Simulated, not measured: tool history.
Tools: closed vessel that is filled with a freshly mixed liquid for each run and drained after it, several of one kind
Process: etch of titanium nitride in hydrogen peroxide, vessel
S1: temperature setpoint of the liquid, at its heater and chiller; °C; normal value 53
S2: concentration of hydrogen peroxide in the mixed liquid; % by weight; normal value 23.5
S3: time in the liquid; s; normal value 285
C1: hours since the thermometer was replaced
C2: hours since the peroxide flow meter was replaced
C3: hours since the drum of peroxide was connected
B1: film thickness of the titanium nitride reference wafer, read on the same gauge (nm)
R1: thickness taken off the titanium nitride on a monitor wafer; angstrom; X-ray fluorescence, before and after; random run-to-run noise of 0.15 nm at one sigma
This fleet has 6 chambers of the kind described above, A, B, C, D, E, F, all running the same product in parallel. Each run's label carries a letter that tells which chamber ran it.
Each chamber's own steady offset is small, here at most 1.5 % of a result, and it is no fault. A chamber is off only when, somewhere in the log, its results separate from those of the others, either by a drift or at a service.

run     day    S1    S2   S3      C1     C2     C3      B1      R1
 1F   0.317    53  23.5  285   493.8  962.7  141.3  90.036  197.37
 2D   0.929    53  23.5  285   638.4   52.5  268.5  89.982  203.12
 3B   1.529    53  23.5  285  1308.9  733.7  714.9  90.012  201.25
 4C   1.883    53  23.5  285   351.1  151.2  212.4  89.963  200.74
      2.229  -- chamber F: peroxide flow meter replaced
      2.471  -- chamber B: new drum of peroxide connected
 5E   2.521    53  23.5  285  1873.2  387.9  718.9  90.017  201.05
      2.767  -- chamber A: new drum of peroxide connected
 6A   3.121    53  23.5  285  1376.3  439.7    8.5  89.992  200.87
 7A   3.675    53  23.5  285  1389.6    453   21.8  90.019  203.16
 8F   4.292    53  23.5  285   589.2   49.6  236.7  90.005  198.47
 9D   4.608    53  23.5  285   726.7  140.8  356.8  90.016   206.4
10C   4.967    53  23.5  285   425.1  225.2  286.4  89.963  198.77
11E   5.438    53  23.5  285  1943.2  457.9  788.9  90.027   200.2
12B   5.996    53  23.5  285  1416.1  840.9   84.7  89.971  204.12
13C   6.304    53  23.5  285   457.2  257.3  318.5  89.975  198.84
14A   6.721    53  23.5  285  1462.7  526.1   94.9  90.043  200.65
15E   7.204    53  23.5  285  1985.6  500.3  831.3  89.986  203.15
      7.458  -- chamber E: thermometer replaced
16B   7.521    53  23.5  285  1452.7  877.5  121.3  89.973     209
17F   8.008  62.5  23.5  390   678.4  138.8  325.9  90.009  513.75
18D   8.392  62.5  23.5  390   817.5  231.6  447.6  90.001  537.73
19F   8.888  62.5  23.5  390   699.5  159.9    347  90.023  515.05
20E   9.279  62.5  23.5  390    43.8  550.1  881.1  89.941  525.22
21A     9.9  62.5  23.5  390    1539  602.4  171.2  89.989  534.71
22C    10.4  62.5  23.5  390   555.5  355.6  416.8  90.002  518.91
23D  10.792    53  23.5  355   875.1  289.2  505.2  90.017  255.67
     10.871  -- chamber B: peroxide flow meter replaced
24B  11.262    53  23.5  355  1542.5    9.5  211.1  89.997  258.38
25B  11.746    53  23.5  355  1554.1   21.1  222.7   89.99  262.54
26C  12.308    53  23.5  355   601.3  401.4  462.6   89.98  248.51
27A  12.971    53  23.5  355  1612.7  676.1  244.9  89.953  251.88
28E   13.55    53  23.5  355   146.3  652.6  983.6  90.012  249.72
29F    14.1    53  23.5  285   824.6    285  472.1  90.003  198.27
     14.167  -- chamber E: new drum of peroxide connected
30D  14.604    53  23.5  285   966.6  380.7  596.7  89.979  203.31
     14.733  -- chamber C: peroxide flow meter replaced
31C  15.133  49.5  23.5  285   669.1    9.7  530.4  89.984   158.1
32A  15.571  49.5  23.5  285  1675.1  738.5  307.3  90.009  158.01
33B  16.088  49.5  23.5  285  1658.3  125.3  326.9  89.995  166.27
34D  16.562  49.5  23.5  285  1013.6  427.7  643.7  90.023  157.53
35E  16.975  49.5  23.5  285   228.5  734.8   67.4  89.998  158.34
36F  17.492  49.5  23.5  285     906  366.4  553.5  89.953  154.22
37C  18.138    53  23.5  285   741.2   81.8  602.5  90.037  200.08
38F  18.796    53  23.5  285   937.3  397.7  584.8  90.014  197.43
     18.888  -- chamber E: peroxide flow meter replaced
     19.221  -- chamber D: new drum of peroxide connected
39A  19.396    53  23.5  285  1766.9  830.3  399.1  89.972  202.46
40D  19.804    45    19  285  1091.4  505.5     14  89.997  108.99
41E  20.396    45    19  285   310.6   36.2  149.5  90.055  106.71
42B  20.933    45    19  285  1774.6  241.6  443.2  89.983  117.53

The same settings go to every chamber for the next run, one line per chamber below. Forecast the results for each:
43A  21.408  53  23.5  285                   ?
43B  21.408  53  23.5  285                   ?
43C  21.408  53  23.5  285                   ?
43D  21.408  53  23.5  285                   ?
43E  21.408  53  23.5  285                   ?
43F  21.408  53  23.5  285                   ?

run      R1
43A  199.99
43B  217.16
43C  197.49
43D  206.54
43E  197.98
43F  198.75
